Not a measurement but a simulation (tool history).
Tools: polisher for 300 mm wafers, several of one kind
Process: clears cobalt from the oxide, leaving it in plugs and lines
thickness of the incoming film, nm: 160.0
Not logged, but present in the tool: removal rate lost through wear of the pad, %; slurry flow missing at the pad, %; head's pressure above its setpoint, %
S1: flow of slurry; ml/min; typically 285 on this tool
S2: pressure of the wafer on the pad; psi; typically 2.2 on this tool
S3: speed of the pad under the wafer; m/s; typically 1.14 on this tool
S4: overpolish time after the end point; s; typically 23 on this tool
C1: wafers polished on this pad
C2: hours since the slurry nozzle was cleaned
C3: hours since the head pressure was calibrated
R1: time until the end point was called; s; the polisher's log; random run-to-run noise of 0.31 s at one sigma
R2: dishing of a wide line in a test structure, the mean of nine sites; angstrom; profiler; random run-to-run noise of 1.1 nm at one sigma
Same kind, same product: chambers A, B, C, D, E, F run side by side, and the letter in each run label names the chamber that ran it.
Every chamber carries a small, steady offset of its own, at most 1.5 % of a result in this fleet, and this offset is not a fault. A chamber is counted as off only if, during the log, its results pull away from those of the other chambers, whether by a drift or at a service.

run	hour	S1	S2	S3	S4	C1	C2	C3	R1	R2
# hour 6.5: chamber C: slurry nozzle cleaned
1E	10.2	285	2.2	1.14	23	484	207.9	289.7	21.164	739.14
2C	20.4	285	2.2	1.14	23	370	13.9	539.2	21.334	727.65
3D	29.6	285	2.2	1.14	23	1143	81.2	339.5	21.009	743.54
# hour 37.5: chamber D: worn pad replaced by a new one
4B	43.1	285	2.2	1.14	23	521	277.3	487.8	20.688	749.63
# hour 44.4: chamber E: worn pad replaced by a new one
# hour 44.6: chamber A: worn pad replaced by a new one
5F	51.5	285	2.2	1.14	23	426	104.7	1000.5	20.918	748.48
# hour 53.6: chamber B: worn pad replaced by a new one
6A	62.8	285	2.2	1.14	23	115	403.2	1135.8	21.145	718.76
7C	73	285	2.2	1.14	23	702	66.5	591.8	21.155	746.54
8B	86.8	285	2.2	1.14	23	209	321	531.5	21.287	748.29
9D	99.7	325	2.2	1.14	23	393	151.3	409.6	21.038	728.53
# hour 105.2: chamber B: slurry nozzle cleaned
# hour 110.7: chamber F: worn pad replaced by a new one
10A	111.6	325	2.2	1.14	23	423	452	1184.6	20.592	724.17
# hour 114.9: chamber C: worn pad replaced by a new one
11E	118.9	325	2.2	1.14	23	470	316.6	398.4	21.109	740.37
12F	132.8	325	2.2	1.14	23	139	186	1081.8	21.579	745.71
# hour 134.5: chamber B: head pressure recalibrated
# hour 139.2: chamber A: worn pad replaced by a new one
13C	143.7	325	2.2	1.14	23	182	137.2	662.5	21.395	740.3
14B	149.8	325	2.2	1.14	23	607	44.6	15.4	20.681	733.48
# hour 152.5: chamber B: worn pad replaced by a new one
# hour 156.5: chamber E: worn pad replaced by a new one
15A	160.8	285	2.2	1.14	23	136	501.2	1233.8	21.146	727.28
# hour 168: chamber A: head pressure recalibrated
16E	173.7	285	2.2	1.14	23	109	371.4	453.2	20.997	745.76
17D	185.5	285	2.2	1.14	23	935	237.1	495.4	21.543	752.22
18F	195.7	285	2.2	1.14	23	537	248.9	1144.7	21.553	726.18
19A	202	320	2.2	1.34	23	397	542.4	34	17.773	743.35
# hour 212.4: chamber F: worn pad replaced by a new one
20C	214.1	320	2.2	1.34	23	627	207.6	732.9	18.356	795.26
# hour 220.2: chamber C: head pressure recalibrated
21D	226.6	320	2.2	1.34	23	1195	278.2	536.5	17.544	755.13
# hour 230.4: chamber A: worn pad replaced by a new one
22B	234.9	320	2.2	1.34	23	521	129.7	100.5	17.804	786.88
# hour 244.2: chamber D: worn pad replaced by a new one
23E	248.9	320	2.2	1.34	23	584	446.6	528.4	17.715	788.12
# hour 249: chamber B: worn pad replaced by a new one
24F	261.7	320	2.2	1.34	23	311	314.9	1210.7	18.301	786.43
25D	272.6	285	2.2	1.14	23	179	324.2	582.5	21.205	738.36
# hour 273.3: chamber C: slurry nozzle cleaned
26B	280.9	285	2.2	1.14	23	202	175.7	146.5	21.371	741.56
27C	290.3	285	2.2	1.14	23	1108	17.1	70.2	19.312	756.12
# hour 291.6: chamber C: worn pad replaced by a new one
# hour 295.3: chamber E: worn pad replaced by a new one
28A	299.2	285	2.2	1.14	23	435	639.6	131.2	21.311	752.22
29E	310.8	285	2.2	1.14	23	98	508.5	590.3	21.048	745.32
30F	322.3	285	2.2	1.14	23	694	375.5	1271.3	21.608	752.34
# hour 333.8: chamber A: worn pad replaced by a new one
# hour 334.2: chamber B: worn pad replaced by a new one
31E	335.3	285	2.2	1.14	23	252	533	614.8	21.503	738.85
# hour 337.7: chamber F: worn pad replaced by a new one
# hour 337.9: chamber A: slurry nozzle cleaned
32A	343.1	285	1.5	1.14	23	59	5.3	175.1	32.357	634.11
33B	353.1	285	1.5	1.14	23	119	247.9	218.7	31.217	629.06
34F	366.6	285	1.5	1.14	23	182	419.8	1315.6	31.431	628.38
35D	373.7	285	1.5	1.14	23	818	425.3	683.6	30.972	645.48
36C	382.5	285	1.5	1.14	23	574	109.3	162.4	28.684	663.84
37D	392.1	285	1.5	1.14	23	934	443.7	702	31.486	629.31
# hour 395.3: chamber F: head pressure recalibrated
38F	405.5	285	2.2	1.14	23	428	458.7	10.3	22.251	734.27
39B	414.3	285	2.2	1.14	23	506	309.1	279.9	20.983	742.92
40A	425.5	285	2.2	1.14	23	579	87.7	257.5	20.83	727.25
# hour 433.2: chamber E: worn pad replaced by a new one
41C	435.2	285	2.2	1.14	23	907	162	215.1	19.825	757.4
# hour 436.2: chamber B: worn pad replaced by a new one
# hour 440.4: chamber B: slurry nozzle cleaned
42E	441.9	285	2.2	1.14	23	55	639.6	721.4	21.492	743.15
43B	451.4	285	2.2	1.14	23	96	11.1	317	21.285	758.55
44E	458.9	285	2.2	1.14	23	162	656.6	738.4	21.249	729.01

Next, every chamber runs the same settings. What will each give?
45A	469	285	1.6	1.14	23				?	?
45B	469	285	1.6	1.14	23				?	?
45C	469	285	1.6	1.14	23				?	?
45D	469	285	1.6	1.14	23				?	?
45E	469	285	1.6	1.14	23				?	?
45F	469	285	1.6	1.14	23				?	?

run	R1	R2
45A	28.889	635.62
45B	28.972	676.7
45C	26.974	667.19
45D	29.495	674.56
45E	28.951	655.93
45F	30.136	676.92
